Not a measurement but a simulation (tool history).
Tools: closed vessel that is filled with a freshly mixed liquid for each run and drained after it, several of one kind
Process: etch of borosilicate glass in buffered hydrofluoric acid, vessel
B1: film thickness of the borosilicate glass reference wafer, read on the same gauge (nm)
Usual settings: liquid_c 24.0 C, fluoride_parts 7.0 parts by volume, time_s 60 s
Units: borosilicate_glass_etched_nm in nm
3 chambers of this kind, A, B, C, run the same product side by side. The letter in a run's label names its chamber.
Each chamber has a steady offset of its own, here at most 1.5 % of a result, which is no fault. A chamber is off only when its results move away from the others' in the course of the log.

Run 1C, day 0.162: usual settings; B1 29.989. Result: borosilicate_glass_etched_nm 104.50 nm.
Run 2A, day 0.308: usual settings; B1 30.021. Result: borosilicate_glass_etched_nm 106.69 nm.
Run 3B, day 0.558: usual settings; B1 30.017. Result: borosilicate_glass_etched_nm 105.58 nm.
Run 4A, day 0.729: usual settings; B1 30.003. Result: borosilicate_glass_etched_nm 104.92 nm.
Run 5C, day 0.942: usual settings but fluoride_parts 8.5 parts by volume, time_s 85 s; B1 30.030. Result: borosilicate_glass_etched_nm 119.15 nm.
Run 6B, day 1.108: usual settings but fluoride_parts 8.5 parts by volume, time_s 85 s; B1 29.951. Result: borosilicate_glass_etched_nm 118.26 nm.
Run 7C, day 1.350: usual settings but fluoride_parts 8.5 parts by volume, time_s 85 s; B1 29.992. Result: borosilicate_glass_etched_nm 119.44 nm.
Run 8A, day 1.629: usual settings; B1 29.961. Result: borosilicate_glass_etched_nm 104.90 nm.
Run 9B, day 1.900: usual settings; B1 30.035. Result: borosilicate_glass_etched_nm 102.55 nm.
Run 10A, day 2.150: usual settings; B1 29.927. Result: borosilicate_glass_etched_nm 106.52 nm.
Run 11B, day 2.350: usual settings; B1 30.017. Result: borosilicate_glass_etched_nm 102.67 nm.
Run 12C, day 2.496: usual settings; B1 30.044. Result: borosilicate_glass_etched_nm 105.71 nm.
Run 13B, day 2.638: usual settings; B1 29.949. Result: borosilicate_glass_etched_nm 100.04 nm.
Run 14A, day 2.825: usual settings; B1 30.026. Result: borosilicate_glass_etched_nm 106.80 nm.
Run 15C, day 2.971: usual settings; B1 29.995. Result: borosilicate_glass_etched_nm 105.30 nm.
Run 16B, day 3.112: usual settings; B1 30.011. Result: borosilicate_glass_etched_nm 99.04 nm.
Run 17A, day 3.275: usual settings; B1 30.006. Result: borosilicate_glass_etched_nm 106.54 nm.
Run 18C, day 3.479: usual settings; B1 29.967. Result: borosilicate_glass_etched_nm 104.52 nm.
Run 19C, day 3.750: usual settings; B1 30.025. Result: borosilicate_glass_etched_nm 105.61 nm.
Run 20A, day 3.875: usual settings but liquid_c 21.5 C, fluoride_parts 5.0 parts by volume; B1 29.955. Result: borosilicate_glass_etched_nm 126.01 nm.

Next, every chamber runs the same settings. What will each give?
Run 21A, day 4.075: usual settings but fluoride_parts 5.0 parts by volume. Result: borosilicate_glass_etched_nm ?.
Run 21B, day 4.075: usual settings but fluoride_parts 5.0 parts by volume. Result: borosilicate_glass_etched_nm ?.
Run 21C, day 4.075: usual settings but fluoride_parts 5.0 parts by volume. Result: borosilicate_glass_etched_nm ?.

run  borosilicate_glass_etched_nm
21A                        143.47
21B                        132.75
21C                        142.74
